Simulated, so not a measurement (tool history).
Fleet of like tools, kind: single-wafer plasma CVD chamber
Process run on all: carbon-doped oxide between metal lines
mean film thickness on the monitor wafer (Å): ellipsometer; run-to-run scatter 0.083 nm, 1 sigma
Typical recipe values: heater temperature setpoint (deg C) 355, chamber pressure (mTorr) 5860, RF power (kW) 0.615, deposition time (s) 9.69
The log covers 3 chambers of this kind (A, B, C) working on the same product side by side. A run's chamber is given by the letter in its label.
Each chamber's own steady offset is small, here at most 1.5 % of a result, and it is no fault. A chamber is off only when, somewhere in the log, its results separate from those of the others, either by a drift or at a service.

| run | day | heater temperature setpoint (deg C) | chamber pressure (mTorr) | RF power (kW) | deposition time (s) | read-back reference wafer on the same gauge, thickness_nm | mean film thickness on the monitor wafer (Å) |
|---|---|---|---|---|---|---|---|
| 1B | 0.188 | 355 | 5860 | 0.615 | 9.69 | 56.716 | 570.05 |
| 2C | 0.533 | 355 | 5860 | 0.615 | 9.69 | 56.729 | 580.41 |
| 3A | 0.817 | 355 | 5860 | 0.615 | 9.69 | 56.718 | 573.58 |
| 4C | 1.012 | 355 | 5860 | 0.615 | 9.69 | 56.717 | 579.68 |
| 5B | 1.229 | 355 | 5860 | 0.615 | 9.69 | 56.718 | 571.23 |
| 6A | 1.504 | 355 | 5860 | 0.615 | 9.69 | 56.734 | 575.64 |
| 7A | 1.721 | 355 | 5860 | 0.615 | 9.69 | 56.744 | 574.18 |
| 8C | 2.029 | 355 | 5860 | 0.615 | 9.69 | 56.730 | 582.05 |
| 9B | 2.325 | 355 | 5860 | 0.615 | 9.69 | 56.750 | 569.81 |
| 10C | 2.654 | 355 | 5860 | 0.615 | 9.69 | 56.764 | 581.57 |
| 11B | 3.004 | 355 | 5860 | 0.615 | 9.69 | 56.775 | 571.33 |
| 12A | 3.175 | 355 | 5860 | 0.615 | 9.69 | 56.794 | 574.49 |
| 13A | 3.517 | 355 | 5860 | 0.615 | 9.69 | 56.776 | 576.26 |
| 14C | 3.725 | 355 | 5860 | 0.615 | 9.69 | 56.799 | 581.13 |
| 15B | 4.083 | 341 | 5860 | 0.615 | 8.15 | 56.823 | 501.27 |
|  | 4.325 | chamber B: RF generator calibrated |
| 16C | 4.379 | 341 | 5860 | 0.615 | 8.15 | 56.827 | 511.32 |
| 17A | 4.571 | 341 | 5860 | 0.615 | 8.15 | 56.820 | 505.01 |
| 18B | 4.904 | 355 | 5860 | 0.615 | 9.69 | 56.822 | 570.36 |
| 19A | 5.233 | 355 | 5860 | 0.615 | 9.69 | 56.831 | 576.45 |
| 20C | 5.550 | 355 | 5860 | 0.615 | 9.69 | 56.853 | 581.86 |
| 21B | 5.821 | 355 | 5860 | 0.615 | 9.69 | 56.857 | 571.15 |
| 22C | 6.154 | 355 | 5860 | 0.615 | 9.69 | 56.845 | 581.22 |
| 23A | 6.412 | 355 | 5860 | 0.615 | 9.69 | 56.861 | 576.46 |
| 24B | 6.725 | 355 | 5860 | 0.615 | 9.69 | 56.877 | 571.37 |
| 25C | 7.038 | 355 | 5860 | 0.615 | 9.69 | 56.897 | 582.81 |
| 26B | 7.392 | 355 | 5860 | 0.615 | 9.69 | 56.874 | 570.62 |
| 27A | 7.717 | 355 | 5860 | 0.615 | 9.69 | 56.908 | 575.27 |
| 28A | 7.975 | 355 | 5860 | 0.500 | 9.69 | 56.923 | 505.78 |
| 29B | 8.158 | 355 | 5860 | 0.500 | 9.69 | 56.929 | 503.88 |
| 30C | 8.529 | 355 | 5860 | 0.500 | 9.69 | 56.938 | 513.66 |
| 31A | 8.842 | 355 | 5860 | 0.615 | 9.69 | 56.935 | 576.87 |
| 32C | 9.183 | 355 | 5860 | 0.615 | 9.69 | 56.939 | 582.74 |
| 33B | 9.504 | 355 | 5860 | 0.615 | 9.69 | 56.956 | 571.75 |
| 34C | 9.792 | 360 | 5860 | 0.615 | 9.69 | 56.983 | 574.41 |
| 35A | 10.038 | 360 | 5860 | 0.615 | 9.69 | 56.972 | 569.32 |
| 36B | 10.271 | 360 | 5860 | 0.615 | 9.69 | 56.979 | 565.09 |
| 37C | 10.550 | 355 | 5860 | 0.615 | 9.69 | 56.967 | 582.44 |
| 38A | 10.775 | 355 | 5860 | 0.615 | 9.69 | 56.974 | 577.29 |
| 39B | 11.121 | 355 | 5860 | 0.615 | 9.69 | 57.013 | 573.89 |
| 40A | 11.358 | 355 | 5860 | 0.615 | 9.69 | 57.022 | 578.24 |
| 41B | 11.521 | 355 | 5860 | 0.550 | 9.69 | 57.010 | 535.78 |
| 42C | 11.825 | 355 | 5860 | 0.550 | 9.69 | 57.012 | 545.68 |
| 43A | 12.121 | 355 | 5860 | 0.550 | 9.69 | 57.014 | 536.94 |
| 44C | 12.396 | 355 | 5860 | 0.615 | 9.69 | 57.003 | 585.36 |

Decide between three cases: one chamber stands off from its peers, the gauge reading all wafers drifts, or nothing is wrong past each chamber's small offset. Where a chamber is off, say which and what most likely put it there.

None of the chambers is off. What moves is the gauge, dragging all their readings along together.
What lies behind it: gauge reads high (%) = 0.59.

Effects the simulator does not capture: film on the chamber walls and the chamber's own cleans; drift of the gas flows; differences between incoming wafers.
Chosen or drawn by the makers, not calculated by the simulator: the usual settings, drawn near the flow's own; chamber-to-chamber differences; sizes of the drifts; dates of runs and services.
